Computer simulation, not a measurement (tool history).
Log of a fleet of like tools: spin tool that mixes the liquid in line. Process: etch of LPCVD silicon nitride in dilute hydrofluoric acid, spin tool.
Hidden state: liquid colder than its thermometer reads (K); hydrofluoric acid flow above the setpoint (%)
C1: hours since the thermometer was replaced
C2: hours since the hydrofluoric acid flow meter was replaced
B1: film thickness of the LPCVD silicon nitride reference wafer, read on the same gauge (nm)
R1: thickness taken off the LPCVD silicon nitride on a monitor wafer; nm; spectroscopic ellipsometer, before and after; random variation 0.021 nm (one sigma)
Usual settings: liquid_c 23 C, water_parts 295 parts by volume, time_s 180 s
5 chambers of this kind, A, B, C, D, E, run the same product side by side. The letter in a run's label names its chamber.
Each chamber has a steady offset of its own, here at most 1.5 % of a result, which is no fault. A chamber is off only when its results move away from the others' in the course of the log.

{"run": "1C", "hour": 12.4, "liquid_c": 23, "water_parts": 295, "time_s": 180, "C1": 941.4, "C2": 1061.9, "B1": 140.04, "R1": 0.25478}
{"run": "2D", "hour": 19.6, "liquid_c": 23, "water_parts": 295, "time_s": 180, "C1": 240.6, "C2": 189.4, "B1": 140.0, "R1": 0.27751}
{"run": "3E", "hour": 31.7, "liquid_c": 23, "water_parts": 295, "time_s": 180, "C1": 678.2, "C2": 1286.1, "B1": 140.03, "R1": 0.24664}
{"run": "4A", "hour": 38.2, "liquid_c": 23, "water_parts": 295, "time_s": 180, "C1": 929.3, "C2": 960.1, "B1": 140.03, "R1": 0.26916}
{"run": "5B", "hour": 46.9, "liquid_c": 23, "water_parts": 295, "time_s": 180, "C1": 378.2, "C2": 380.4, "B1": 139.99, "R1": 0.29108}
{"run": "6D", "hour": 55.3, "liquid_c": 23, "water_parts": 295, "time_s": 180, "C1": 276.3, "C2": 225.1, "B1": 140.0, "R1": 0.26012}
{"run": "7B", "hour": 65.5, "liquid_c": 23, "water_parts": 295, "time_s": 180, "C1": 396.8, "C2": 399.0, "B1": 139.98, "R1": 0.25566}
{"run": "8E", "hour": 72.3, "liquid_c": 23, "water_parts": 295, "time_s": 180, "C1": 718.8, "C2": 1326.7, "B1": 140.0, "R1": 0.23197}
{"run": "9A", "hour": 84.8, "liquid_c": 27, "water_parts": 295, "time_s": 180, "C1": 975.9, "C2": 1006.7, "B1": 139.99, "R1": 0.38477}
{"run": "10C", "hour": 91.7, "liquid_c": 27, "water_parts": 295, "time_s": 180, "C1": 1020.7, "C2": 1141.2, "B1": 140.0, "R1": 0.34269}
{"run": "11C", "hour": 98.4, "liquid_c": 27, "water_parts": 295, "time_s": 180, "C1": 1027.4, "C2": 1147.9, "B1": 140.0, "R1": 0.32685}
{"run": "12E", "hour": 112.1, "liquid_c": 27, "water_parts": 295, "time_s": 180, "C1": 758.6, "C2": 1366.5, "B1": 140.01, "R1": 0.3415}
{"run": "13D", "hour": 119.0, "liquid_c": 27, "water_parts": 295, "time_s": 180, "C1": 340.0, "C2": 288.8, "B1": 140.0, "R1": 0.27464}
{"run": "14A", "hour": 127.4, "liquid_c": 23, "water_parts": 295, "time_s": 215, "C1": 1018.5, "C2": 1049.3, "B1": 139.97, "R1": 0.32967}
{"run": "15B", "hour": 134.9, "liquid_c": 23, "water_parts": 295, "time_s": 215, "C1": 466.2, "C2": 468.4, "B1": 140.01, "R1": 0.30523}
{"run": "16C", "hour": 147.2, "liquid_c": 23, "water_parts": 295, "time_s": 215, "C1": 1076.2, "C2": 1196.7, "B1": 140.01, "R1": 0.26215}
{"run": "17D", "hour": 158.1, "liquid_c": 23, "water_parts": 295, "time_s": 215, "C1": 379.1, "C2": 327.9, "B1": 139.99, "R1": 0.28982}
{"run": "18B", "hour": 170.5, "liquid_c": 23, "water_parts": 295, "time_s": 215, "C1": 501.8, "C2": 504.0, "B1": 139.97, "R1": 0.32253}
{"run": "19E", "hour": 177.8, "liquid_c": 23, "water_parts": 295, "time_s": 180, "C1": 824.3, "C2": 1432.2, "B1": 140.02, "R1": 0.25341}
{"run": "20A", "hour": 188.2, "liquid_c": 23, "water_parts": 295, "time_s": 235, "C1": 1079.3, "C2": 1110.1, "B1": 139.99, "R1": 0.30768}
{"run": "21E", "hour": 197.9, "liquid_c": 23, "water_parts": 295, "time_s": 235, "C1": 844.4, "C2": 1452.3, "B1": 139.99, "R1": 0.31866}
{"run": "22B", "hour": 206.2, "liquid_c": 23, "water_parts": 295, "time_s": 235, "C1": 537.5, "C2": 539.7, "B1": 139.97, "R1": 0.30574}
{"run": "23A", "hour": 216.5, "liquid_c": 23, "water_parts": 295, "time_s": 235, "C1": 1107.6, "C2": 1138.4, "B1": 140.01, "R1": 0.39386}
{"run": "24D", "hour": 223.8, "liquid_c": 23, "water_parts": 295, "time_s": 235, "C1": 444.8, "C2": 393.6, "B1": 139.97, "R1": 0.33437}
{"run": "25C", "hour": 238.1, "liquid_c": 23, "water_parts": 295, "time_s": 180, "C1": 1167.1, "C2": 1287.6, "B1": 139.99, "R1": 0.26032}
{"run": "26A", "hour": 245.6, "liquid_c": 23, "water_parts": 295, "time_s": 180, "C1": 1136.7, "C2": 1167.5, "B1": 140.01, "R1": 0.24956}
{"run": "27D", "hour": 256.4, "liquid_c": 23, "water_parts": 295, "time_s": 180, "C1": 477.4, "C2": 426.2, "B1": 139.97, "R1": 0.27514}
{"run": "28B", "hour": 264.5, "liquid_c": 23, "water_parts": 295, "time_s": 180, "C1": 595.8, "C2": 598.0, "B1": 140.02, "R1": 0.29675}
{"run": "29E", "hour": 271.3, "liquid_c": 23, "water_parts": 295, "time_s": 180, "C1": 917.8, "C2": 1525.7, "B1": 140.02, "R1": 0.29499}
{"hour": 281.9, "done": "chamber C: hydrofluoric acid flow meter replaced"}
{"run": "30C", "hour": 283.8, "liquid_c": 23, "water_parts": 295, "time_s": 180, "C1": 1212.8, "C2": 2.0, "B1": 140.01, "R1": 0.2525}
{"run": "31D", "hour": 291.0, "liquid_c": 23, "water_parts": 295, "time_s": 180, "C1": 512.0, "C2": 460.8, "B1": 139.99, "R1": 0.27802}
{"run": "32E", "hour": 301.6, "liquid_c": 23, "water_parts": 295, "time_s": 180, "C1": 948.1, "C2": 1556.0, "B1": 140.0, "R1": 0.27876}
{"run": "33B", "hour": 314.7, "liquid_c": 23, "water_parts": 295, "time_s": 180, "C1": 646.0, "C2": 648.2, "B1": 140.01, "R1": 0.26838}
{"run": "34A", "hour": 328.4, "liquid_c": 23, "water_parts": 295, "time_s": 180, "C1": 1219.5, "C2": 1250.3, "B1": 139.99, "R1": 0.2792}
{"run": "35C", "hour": 341.2, "liquid_c": 23, "water_parts": 295, "time_s": 180, "C1": 1270.2, "C2": 59.4, "B1": 140.01, "R1": 0.25847}

Next, every chamber runs the same settings. What will each give?
{"run": "36A", "hour": 351.6, "liquid_c": 23, "water_parts": 295, "time_s": 180, "R1": "?"}
{"run": "36B", "hour": 351.6, "liquid_c": 23, "water_parts": 295, "time_s": 180, "R1": "?"}
{"run": "36C", "hour": 351.6, "liquid_c": 23, "water_parts": 295, "time_s": 180, "R1": "?"}
{"run": "36D", "hour": 351.6, "liquid_c": 23, "water_parts": 295, "time_s": 180, "R1": "?"}
{"run": "36E", "hour": 351.6, "liquid_c": 23, "water_parts": 295, "time_s": 180, "R1": "?"}

run=36A R1=0.25572
run=36B R1=0.26214
run=36C R1=0.28039
run=36D R1=0.28724
run=36E R1=0.24743
